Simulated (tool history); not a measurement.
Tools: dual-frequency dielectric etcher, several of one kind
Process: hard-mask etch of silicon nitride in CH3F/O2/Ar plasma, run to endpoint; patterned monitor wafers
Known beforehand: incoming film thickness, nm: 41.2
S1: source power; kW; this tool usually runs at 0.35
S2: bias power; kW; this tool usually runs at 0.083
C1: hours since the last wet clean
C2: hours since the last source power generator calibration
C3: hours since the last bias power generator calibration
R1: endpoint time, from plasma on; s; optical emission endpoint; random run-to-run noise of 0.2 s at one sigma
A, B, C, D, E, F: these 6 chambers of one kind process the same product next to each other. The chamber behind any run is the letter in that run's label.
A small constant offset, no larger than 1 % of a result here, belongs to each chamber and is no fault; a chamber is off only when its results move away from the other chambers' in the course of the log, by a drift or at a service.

run   hour    S1     S2     C1      C2      C3      R1
 1B      5  0.35  0.083  499.9  2844.3   809.4  59.488
      12.2  -- chamber B: wet clean of the chamber
 2A   13.7  0.35  0.083  335.1  1471.8      67  60.174
 3D   24.7  0.35  0.083  420.4   958.5   741.7  58.844
 4F     32  0.35  0.083  253.4     695  1027.9  59.594
 5C   39.2  0.39  0.101  421.5   757.9  3736.8  52.659
 6E   45.1  0.39  0.101    260  2143.3  3822.5  53.902
 7B   50.4  0.39  0.101   38.3  2889.7   854.8  53.123
      54.7  -- chamber C: wet clean of the chamber
 8A     58  0.39  0.101  379.4  1516.1   111.3  53.572
 9D     67  0.39  0.101  462.7  1000.8     784  52.609
10E   75.7  0.39  0.101  290.6  2173.9  3853.1  53.569
11F   85.7  0.35  0.083  307.1   748.7  1081.6  59.714
12C   95.1  0.35  0.083   40.5   813.8  3792.7  59.084
13A  105.9  0.35  0.083  427.3    1564   159.2  59.501
14C  111.4  0.35  0.083   56.8   830.1    3809  58.972
       121  -- chamber B: source power generator calibrated
15B  121.1  0.35  0.083    109     0.1   925.5  59.685
16D  129.4  0.35  0.083  525.1  1063.2   846.4  59.205
17E  138.6  0.35  0.083  353.5  2236.8    3916  60.279
     144.3  -- chamber D: wet clean of the chamber
     144.4  -- chamber A: wet clean of the chamber
18F  148.4  0.35  0.083  369.8   811.4  1144.3   59.86
19B  153.7  0.35  0.083  141.6    32.7   958.1  59.725
20C  161.4  0.35  0.083  106.8   880.1    3859  59.176
21E  169.8  0.35  0.083  384.7    2268  3947.2  60.228
22A  176.1  0.35  0.083   31.8  1634.2   229.4  59.537
23F  182.6  0.35  0.083    404   845.6  1178.5  59.435
24D  191.8  0.35  0.083   47.6  1125.6   908.8  58.946
25C  201.7  0.35  0.083  147.1   920.4  3899.3  59.071
26F  208.6  0.35  0.083    430   871.6  1204.5  59.567
27E  215.6  0.35  0.083  430.5  2313.8    3993  60.759
28B  226.3  0.41  0.069  214.2   105.3  1030.7  59.714
29D  237.7  0.41  0.069   93.5  1171.5   954.7  59.594
30A  247.5  0.41  0.069  103.2  1705.6   300.8  60.309
31E  257.3  0.41  0.069  472.2  2355.5  4034.7  61.309
32A    266  0.41  0.069  121.7  1724.1   319.3  60.602
33D  274.9  0.41  0.069  130.7  1208.7   991.9  59.434
34F  283.2  0.35  0.083  504.6   946.2  1279.1  59.781
35C  290.4  0.35  0.083  235.8  1009.1    3988  58.855
36B  296.7  0.35  0.083  284.6   175.7  1101.1  59.529
37A  304.1  0.35  0.083  159.8  1762.2   357.4  60.151
38D  315.2  0.35  0.083    171    1249  1032.2  59.176
39E  322.2  0.35  0.083  537.1  2420.4  4099.6  61.169
40F  331.7  0.35  0.083  553.1   994.7  1327.6   59.77
41B  340.5   0.3  0.092  328.4   219.5  1144.9  60.529
42C    349   0.3  0.092  294.4  1067.7  4046.6  60.429

Does one chamber stand apart from the rest, does the shared gauge drift, or is all well apart from small per-chamber offsets? Give the chamber and the most likely cause, where there is one.

Little by little, chamber E moves away from the other chambers.
Most likely cause: etch rate under this chamber's usual, % = 2.06.
The log might look much the same if the cause were instead: source power that arrives under what is set, %; bias power that arrives under what is set, %.

Chamber E could run next with any of the 4 candidate recipes listed below; each alters the usual settings, and their results appear as question marks. Which one brings its results back in line with what the other chambers deliver on the usual settings?
To be in line, a result may differ from the other chambers' mean on the usual settings by at most: R1 0.72 s
43E-1  357.3  0.35  0.085               ?
43E-2  357.3  0.33   0.08               ?
43E-3  357.3  0.34  0.083               ?
43E-4  357.3  0.37  0.086               ?

On the usual settings, the other chambers give on average: R1 59.485 s
  run      R1
43E-1  60.814
43E-2  63.496
43E-3  61.989
43E-4  59.328
43E-4 puts the chamber back in line with the other chambers.
